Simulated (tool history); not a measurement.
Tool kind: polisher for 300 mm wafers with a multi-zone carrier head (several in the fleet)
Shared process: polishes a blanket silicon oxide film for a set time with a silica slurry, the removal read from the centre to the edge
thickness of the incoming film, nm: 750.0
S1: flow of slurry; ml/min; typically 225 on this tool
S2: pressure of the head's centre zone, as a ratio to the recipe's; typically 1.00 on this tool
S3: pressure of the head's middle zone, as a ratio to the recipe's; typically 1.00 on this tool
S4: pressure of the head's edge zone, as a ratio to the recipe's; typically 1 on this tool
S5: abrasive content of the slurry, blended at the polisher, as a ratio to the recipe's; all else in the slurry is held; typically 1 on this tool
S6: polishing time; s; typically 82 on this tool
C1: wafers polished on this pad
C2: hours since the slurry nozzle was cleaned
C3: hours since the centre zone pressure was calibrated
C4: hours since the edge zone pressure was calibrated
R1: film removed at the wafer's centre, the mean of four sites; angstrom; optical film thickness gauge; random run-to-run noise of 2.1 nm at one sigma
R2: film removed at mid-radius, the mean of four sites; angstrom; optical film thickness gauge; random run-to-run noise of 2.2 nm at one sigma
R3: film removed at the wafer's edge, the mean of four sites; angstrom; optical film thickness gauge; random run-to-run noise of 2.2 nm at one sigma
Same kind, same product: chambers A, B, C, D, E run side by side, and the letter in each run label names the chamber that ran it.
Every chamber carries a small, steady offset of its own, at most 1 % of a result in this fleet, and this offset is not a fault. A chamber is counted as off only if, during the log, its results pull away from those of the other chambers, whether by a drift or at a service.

{"run": "1C", "hour": 8.4, "S1": 225, "S2": 1.0, "S3": 1.0, "S4": 1, "S5": 1, "S6": 82, "C1": 664, "C2": 331.5, "C3": 307.9, "C4": 199.3, "R1": 2018.6, "R2": 2019.2, "R3": 2024.3}
{"hour": 13.5, "done": "chamber A: worn pad replaced by a new one"}
{"run": "2B", "hour": 18.4, "S1": 225, "S2": 1.0, "S3": 1.0, "S4": 1, "S5": 1, "S6": 82, "C1": 174, "C2": 116.9, "C3": 101.3, "C4": 269.5, "R1": 2068.0, "R2": 2000.4, "R3": 2034.3}
{"run": "3A", "hour": 25.0, "S1": 225, "S2": 1.0, "S3": 1.0, "S4": 1, "S5": 1, "S6": 82, "C1": 72, "C2": 225.5, "C3": 419.3, "C4": 164.2, "R1": 1993.7, "R2": 2009.1, "R3": 2067.9}
{"run": "4D", "hour": 32.2, "S1": 225, "S2": 1.0, "S3": 1.0, "S4": 1, "S5": 1, "S6": 82, "C1": 919, "C2": 187.8, "C3": 368.2, "C4": 880.0, "R1": 2027.7, "R2": 1983.6, "R3": 2014.9}
{"run": "5E", "hour": 37.7, "S1": 160, "S2": 1.0, "S3": 1.0, "S4": 1, "S5": 1, "S6": 82, "C1": 846, "C2": 193.2, "C3": 345.9, "C4": 570.1, "R1": 1940.8, "R2": 1938.7, "R3": 1960.4}
{"run": "6B", "hour": 43.0, "S1": 160, "S2": 1.0, "S3": 1.0, "S4": 1, "S5": 1, "S6": 82, "C1": 329, "C2": 141.5, "C3": 125.9, "C4": 294.1, "R1": 1883.9, "R2": 1904.8, "R3": 1969.7}
{"run": "7A", "hour": 49.9, "S1": 160, "S2": 1.0, "S3": 1.0, "S4": 1, "S5": 1, "S6": 82, "C1": 229, "C2": 250.4, "C3": 444.2, "C4": 189.1, "R1": 1893.6, "R2": 1902.6, "R3": 1968.9}
{"hour": 51.5, "done": "chamber D: worn pad replaced by a new one"}
{"hour": 54.5, "done": "chamber E: slurry nozzle cleaned"}
{"run": "8D", "hour": 59.7, "S1": 160, "S2": 1.0, "S3": 1.0, "S4": 1, "S5": 1, "S6": 82, "C1": 51, "C2": 215.3, "C3": 395.7, "C4": 907.5, "R1": 1877.2, "R2": 1910.2, "R3": 1954.0}
{"hour": 64.8, "done": "chamber D: slurry nozzle cleaned"}
{"run": "9C", "hour": 71.3, "S1": 160, "S2": 1.0, "S3": 1.0, "S4": 1, "S5": 1, "S6": 82, "C1": 1060, "C2": 394.4, "C3": 370.8, "C4": 262.2, "R1": 1921.0, "R2": 1929.9, "R3": 1944.1}
{"run": "10E", "hour": 80.7, "S1": 225, "S2": 0.94, "S3": 1.11, "S4": 1, "S5": 1, "S6": 82, "C1": 1117, "C2": 26.2, "C3": 388.9, "C4": 613.1, "R1": 1871.0, "R2": 2226.3, "R3": 1994.6}
{"hour": 80.8, "done": "chamber C: worn pad replaced by a new one"}
{"run": "11B", "hour": 91.6, "S1": 225, "S2": 0.94, "S3": 1.11, "S4": 1, "S5": 1, "S6": 82, "C1": 635, "C2": 190.1, "C3": 174.5, "C4": 342.7, "R1": 1892.3, "R2": 2224.7, "R3": 2002.9}
{"run": "12D", "hour": 98.4, "S1": 225, "S2": 0.94, "S3": 1.11, "S4": 1, "S5": 1, "S6": 82, "C1": 295, "C2": 33.7, "C3": 434.4, "C4": 946.2, "R1": 1886.5, "R2": 2186.9, "R3": 2015.6}
{"run": "13E", "hour": 105.9, "S1": 225, "S2": 0.94, "S3": 1.11, "S4": 1, "S5": 1, "S6": 82, "C1": 1275, "C2": 51.4, "C3": 414.1, "C4": 638.3, "R1": 1859.7, "R2": 2188.0, "R3": 1990.2}
{"run": "14C", "hour": 117.4, "S1": 225, "S2": 0.94, "S3": 1.11, "S4": 1, "S5": 1, "S6": 82, "C1": 230, "C2": 440.5, "C3": 416.9, "C4": 308.3, "R1": 1916.2, "R2": 2242.7, "R3": 2015.7}
{"run": "15A", "hour": 125.0, "S1": 225, "S2": 1.0, "S3": 1.0, "S4": 1, "S5": 1, "S6": 82, "C1": 702, "C2": 325.5, "C3": 519.3, "C4": 264.2, "R1": 2013.6, "R2": 2004.6, "R3": 2024.8}
{"hour": 128.7, "done": "chamber A: slurry nozzle cleaned"}
{"run": "16C", "hour": 136.2, "S1": 225, "S2": 1.0, "S3": 1.0, "S4": 1, "S5": 1, "S6": 82, "C1": 348, "C2": 459.3, "C3": 435.7, "C4": 327.1, "R1": 2046.2, "R2": 2021.3, "R3": 1998.1}
{"run": "17A", "hour": 146.2, "S1": 225, "S2": 1.0, "S3": 1.11, "S4": 1, "S5": 1, "S6": 60, "C1": 836, "C2": 17.5, "C3": 540.5, "C4": 285.4, "R1": 1493.4, "R2": 1630.4, "R3": 1461.5}
{"run": "18D", "hour": 153.1, "S1": 225, "S2": 1.0, "S3": 1.11, "S4": 1, "S5": 1, "S6": 60, "C1": 639, "C2": 88.4, "C3": 489.1, "C4": 1000.9, "R1": 1471.1, "R2": 1588.8, "R3": 1489.2}
{"run": "19B", "hour": 163.6, "S1": 225, "S2": 1.0, "S3": 1.11, "S4": 1, "S5": 1, "S6": 60, "C1": 1088, "C2": 262.1, "C3": 246.5, "C4": 414.7, "R1": 1495.9, "R2": 1596.2, "R3": 1458.5}
{"run": "20E", "hour": 172.9, "S1": 225, "S2": 1.0, "S3": 1.11, "S4": 1, "S5": 1, "S6": 60, "C1": 1697, "C2": 118.4, "C3": 481.1, "C4": 705.3, "R1": 1364.8, "R2": 1569.1, "R3": 1443.5}
{"run": "21D", "hour": 178.5, "S1": 225, "S2": 1.0, "S3": 1.11, "S4": 1, "S5": 1, "S6": 60, "C1": 799, "C2": 113.8, "C3": 514.5, "C4": 1026.3, "R1": 1455.4, "R2": 1607.7, "R3": 1521.0}
{"hour": 179.6, "done": "chamber A: worn pad replaced by a new one"}
{"run": "22C", "hour": 187.9, "S1": 225, "S2": 1.09, "S3": 1.0, "S4": 1, "S5": 1, "S6": 82, "C1": 674, "C2": 511.0, "C3": 487.4, "C4": 378.8, "R1": 2294.5, "R2": 2027.6, "R3": 2043.4}
{"run": "23B", "hour": 195.4, "S1": 225, "S2": 1.09, "S3": 1.0, "S4": 1, "S5": 1, "S6": 82, "C1": 1289, "C2": 293.9, "C3": 278.3, "C4": 446.5, "R1": 2235.7, "R2": 2033.4, "R3": 2027.9}
{"run": "24A", "hour": 202.9, "S1": 225, "S2": 1.09, "S3": 1.0, "S4": 1, "S5": 1, "S6": 82, "C1": 146, "C2": 74.2, "C3": 597.2, "C4": 342.1, "R1": 2177.8, "R2": 2059.6, "R3": 2015.7}
{"hour": 207.3, "done": "chamber A: edge zone pressure recalibrated"}
{"run": "25E", "hour": 211.6, "S1": 225, "S2": 1.09, "S3": 1.0, "S4": 1, "S5": 1, "S6": 82, "C1": 1941, "C2": 157.1, "C3": 519.8, "C4": 744.0, "R1": 2043.2, "R2": 1925.5, "R3": 1904.5}
{"hour": 215.5, "done": "chamber D: worn pad replaced by a new one"}
{"run": "26D", "hour": 218.4, "S1": 225, "S2": 1.09, "S3": 1.0, "S4": 1, "S5": 1, "S6": 82, "C1": 18, "C2": 153.7, "C3": 554.4, "C4": 1066.2, "R1": 2208.5, "R2": 2026.1, "R3": 2015.7}
{"run": "27E", "hour": 227.7, "S1": 225, "S2": 1.0, "S3": 1.0, "S4": 1, "S5": 1, "S6": 82, "C1": 2042, "C2": 173.2, "C3": 535.9, "C4": 760.1, "R1": 1854.4, "R2": 1882.0, "R3": 1934.4}
{"run": "28B", "hour": 233.8, "S1": 225, "S2": 1.0, "S3": 1.0, "S4": 1, "S5": 1, "S6": 82, "C1": 1530, "C2": 332.3, "C3": 316.7, "C4": 484.9, "R1": 2012.1, "R2": 1965.9, "R3": 2001.2}
{"run": "29A", "hour": 243.8, "S1": 225, "S2": 1.0, "S3": 1.0, "S4": 1, "S5": 1, "S6": 82, "C1": 404, "C2": 115.1, "C3": 638.1, "C4": 36.5, "R1": 2027.6, "R2": 2060.4, "R3": 2055.8}
{"hour": 244.1, "done": "chamber D: centre zone pressure recalibrated"}
{"hour": 248.0, "done": "chamber D: edge zone pressure recalibrated"}
{"run": "30C", "hour": 248.8, "S1": 225, "S2": 1.0, "S3": 1.0, "S4": 1, "S5": 1, "S6": 82, "C1": 1057, "C2": 571.9, "C3": 548.3, "C4": 439.7, "R1": 2058.7, "R2": 2023.4, "R3": 2036.9}
{"hour": 255.3, "done": "chamber B: worn pad replaced by a new one"}
{"run": "31E", "hour": 260.5, "S1": 225, "S2": 1.0, "S3": 1.0, "S4": 1, "S5": 1, "S6": 82, "C1": 2249, "C2": 206.0, "C3": 568.7, "C4": 792.9, "R1": 1830.5, "R2": 1861.5, "R3": 1874.7}
{"hour": 266.3, "done": "chamber D: slurry nozzle cleaned"}
{"run": "32A", "hour": 266.3, "S1": 225, "S2": 1.0, "S3": 1.0, "S4": 1, "S5": 1, "S6": 82, "C1": 545, "C2": 137.6, "C3": 660.6, "C4": 59.0, "R1": 2011.7, "R2": 2035.4, "R3": 2009.2}
{"hour": 269.7, "done": "chamber C: worn pad replaced by a new one"}
{"run": "33B", "hour": 275.6, "S1": 225, "S2": 1.0, "S3": 1.0, "S4": 1, "S5": 1, "S6": 82, "C1": 127, "C2": 374.1, "C3": 358.5, "C4": 526.7, "R1": 2018.9, "R2": 2018.2, "R3": 2039.6}
{"hour": 277.3, "done": "chamber E: slurry nozzle cleaned"}
{"hour": 281.5, "done": "chamber C: edge zone pressure recalibrated"}
{"run": "34C", "hour": 283.9, "S1": 225, "S2": 1.0, "S3": 1.0, "S4": 1, "S5": 1, "S6": 82, "C1": 89, "C2": 607.0, "C3": 583.4, "C4": 2.4, "R1": 2042.0, "R2": 2059.6, "R3": 2020.5}
{"run": "35D", "hour": 289.5, "S1": 225, "S2": 1.0, "S3": 1.0, "S4": 1, "S5": 1, "S6": 82, "C1": 465, "C2": 23.3, "C3": 45.4, "C4": 41.5, "R1": 2024.2, "R2": 2024.3, "R3": 2029.9}
{"run": "36D", "hour": 296.6, "S1": 225, "S2": 1.0, "S3": 1.0, "S4": 1, "S5": 1, "S6": 82, "C1": 510, "C2": 30.4, "C3": 52.5, "C4": 48.6, "R1": 2008.1, "R2": 2036.7, "R3": 2030.7}
{"run": "37C", "hour": 307.2, "S1": 225, "S2": 1.0, "S3": 1.0, "S4": 1, "S5": 1, "S6": 82, "C1": 236, "C2": 630.3, "C3": 606.7, "C4": 25.7, "R1": 2045.8, "R2": 2039.7, "R3": 2049.6}
{"run": "38E", "hour": 313.2, "S1": 225, "S2": 1.0, "S3": 1.0, "S4": 1, "S5": 1, "S6": 82, "C1": 2580, "C2": 36.0, "C3": 621.4, "C4": 845.6, "R1": 1805.1, "R2": 1761.4, "R3": 1865.4}

For the next run the whole fleet of 5 chambers uses the same settings. Give each chamber's results:
{"run": "39A", "hour": 321.5, "S1": 225, "S2": 1.0, "S3": 1.0, "S4": 1, "S5": 1, "S6": 71, "R1": "?", "R2": "?", "R3": "?"}
{"run": "39B", "hour": 321.5, "S1": 225, "S2": 1.0, "S3": 1.0, "S4": 1, "S5": 1, "S6": 71, "R1": "?", "R2": "?", "R3": "?"}
{"run": "39C", "hour": 321.5, "S1": 225, "S2": 1.0, "S3": 1.0, "S4": 1, "S5": 1, "S6": 71, "R1": "?", "R2": "?", "R3": "?"}
{"run": "39D", "hour": 321.5, "S1": 225, "S2": 1.0, "S3": 1.0, "S4": 1, "S5": 1, "S6": 71, "R1": "?", "R2": "?", "R3": "?"}
{"run": "39E", "hour": 321.5, "S1": 225, "S2": 1.0, "S3": 1.0, "S4": 1, "S5": 1, "S6": 71, "R1": "?", "R2": "?", "R3": "?"}

run=39A R1=1748.9 R2=1760.8 R3=1770.9
run=39B R1=1776.2 R2=1770.5 R3=1750.1
run=39C R1=1751.9 R2=1794.8 R3=1746.5
run=39D R1=1751.2 R2=1768.5 R3=1773.9
run=39E R1=1524.6 R2=1527.0 R3=1562.2
